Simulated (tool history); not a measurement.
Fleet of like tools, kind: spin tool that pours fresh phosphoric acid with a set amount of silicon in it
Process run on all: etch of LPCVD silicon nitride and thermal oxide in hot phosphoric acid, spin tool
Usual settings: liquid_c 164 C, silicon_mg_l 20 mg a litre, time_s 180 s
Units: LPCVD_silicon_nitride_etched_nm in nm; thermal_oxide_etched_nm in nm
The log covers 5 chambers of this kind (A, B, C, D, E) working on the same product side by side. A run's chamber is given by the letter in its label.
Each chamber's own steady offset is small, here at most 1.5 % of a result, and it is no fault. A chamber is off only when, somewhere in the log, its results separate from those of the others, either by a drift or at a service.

run	hour	liquid_c	silicon_mg_l	time_s	hours since the thermometer was replaced	hours since the dissolved silicon flow meter was replaced	hours since the heated supply line was repaired	read-back film thickness of the LPCVD silicon nitride reference wafer, read on the same gauge (nm)	read-back film thickness of the thermal oxide reference wafer, read on the same gauge (nm)	LPCVD_silicon_nitride_etched_nm	thermal_oxide_etched_nm
1C	7.4	164	20	180	1102.4	1035.6	845.3	130.02	110	17.739	0.39159
2E	12.8	164	20	180	412.8	167.6	904.9	129.96	110.01	17.917	0.40346
3A	17.9	164	20	180	2083	1793.5	1014.8	130.04	109.99	17.701	0.44939
# hour 20.9: chamber B: dissolved silicon flow meter replaced
4B	23	164	20	180	656.7	2.2	166.3	130.01	109.99	17.601	0.43012
5D	31.3	164	20	180	1100.2	275.2	1765	129.99	109.99	17.373	0.42654
6A	40.2	164	20	180	2105.3	1815.8	1037.1	130	110.01	17.683	0.38781
# hour 40.3: chamber A: thermometer replaced
7D	46.1	166.5	9.5	180	1115	290	1779.8	129.99	109.99	18.963	0.58345
8E	55.4	166.5	9.5	180	455.4	210.2	947.5	129.98	109.98	19.68	0.70293
9C	64	166.5	9.5	180	1159	1092.2	901.9	129.98	110.01	19.343	0.62186
10B	71	166.5	9.5	180	704.7	50.2	214.3	130	109.99	19.279	0.66315
11D	76	166.5	9.5	180	1144.9	319.9	1809.7	130.01	110.01	18.779	0.62488
12B	82.3	164	20	180	716	61.5	225.6	130.03	110	17.476	0.41745
13E	90.4	164	27.5	265	490.4	245.2	982.5	129.97	109.99	26.303	0.49621
14A	100.8	164	27.5	265	60.6	1876.4	1097.7	130.03	109.99	25.932	0.54188
15C	109.2	164	27.5	265	1204.2	1137.4	947.1	130.03	110	26.104	0.51138
16E	117.5	164	27.5	265	517.5	272.3	1009.6	129.99	109.99	25.689	0.42092
17A	123.2	164	27.5	265	83	1898.8	1120.1	129.98	109.97	25.812	0.515
18C	130.7	164	20	180	1225.7	1158.9	968.6	129.97	110.02	17.556	0.41947
19D	137	164	20	180	1205.9	380.9	1870.7	130.01	109.98	17.543	0.43059
20B	147.2	164	20	180	780.9	126.4	290.5	130.02	109.99	17.663	0.42375
21D	155.7	164	20	180	1224.6	399.6	1889.4	129.95	110.01	17.479	0.40358
22C	163.6	164	20	180	1258.6	1191.8	1001.5	130.02	110	17.602	0.43534
23A	171.5	164	20	180	131.3	1947.1	1168.4	129.99	110	17.847	0.41282
24E	178.9	164	20	180	578.9	333.7	1071	129.98	110.01	17.062	0.37639
# hour 181.2: chamber C: dissolved silicon flow meter replaced
25B	188	166.5	20	180	821.7	167.2	331.3	130.04	109.99	19.095	0.43313
# hour 194.4: chamber A: dissolved silicon flow meter replaced
26C	196.6	166.5	20	180	1291.6	15.5	1034.5	130.01	110.02	19.294	0.51577
27A	205.8	166.5	20	180	165.6	11.5	1202.7	130.04	110	19.253	0.48888
28E	211.5	166.5	20	180	611.5	366.3	1103.6	129.97	109.99	18.191	0.46557
29D	222.1	166.5	20	180	1291	466	1955.8	130	109.98	19.093	0.46727
30B	229.4	164	20	180	863.1	208.6	372.7	130.01	110.02	17.61	0.42853
31A	238.1	164	20	180	197.9	43.8	1235	130.03	109.99	17.547	0.43214
32E	243.5	164	20	180	643.5	398.3	1135.6	129.96	110.02	16.591	0.32949
33C	251.7	164	20	180	1346.7	70.6	1089.6	130.07	110.02	17.63	0.44175
34B	257	164	20	180	890.7	236.2	400.3	129.99	109.99	17.679	0.41157
35D	265.8	164	20	180	1334.7	509.7	1999.5	130.02	109.99	17.709	0.35835
36B	272.8	164	20	180	906.5	252	416.1	130	109.99	17.629	0.40895

Is one chamber out of step, is the gauge drifting, or do the chambers differ by no more than their own small offsets? For an off chamber, give its letter and the likeliest cause.

Little by little, chamber E moves away from the other chambers.
Most likely cause: temperature lost on the way to the wafer (K) = 2.75.
The log may not tell that from: liquid colder than its thermometer reads (K).

Below are 4 candidate recipes for chamber E's next run, each the usual settings with a change, their results shown as question marks. Which of them brings E's results back in line with what the other chambers give on the usual settings?
Allowed miss from the other chambers' usual-settings mean, per result, to count as in line: LPCVD_silicon_nitride_etched_nm 0.51 nm; thermal_oxide_etched_nm 0.086 nm
37E-1	280.5	164	23.5	165						?	?
37E-2	280.5	164	18.5	185						?	?
37E-3	280.5	164	21.5	175						?	?
37E-4	280.5	164	16.5	195						?	?

What the other chambers average on the usual settings: LPCVD_silicon_nitride_etched_nm 17.663 nm; thermal_oxide_etched_nm 0.41935 nm
run	LPCVD_silicon_nitride_etched_nm	thermal_oxide_etched_nm
37E-1	14.919	0.29074
37E-2	16.727	0.37773
37E-3	15.823	0.32794
37E-4	17.631	0.41996
37E-4 brings the chamber back in line.
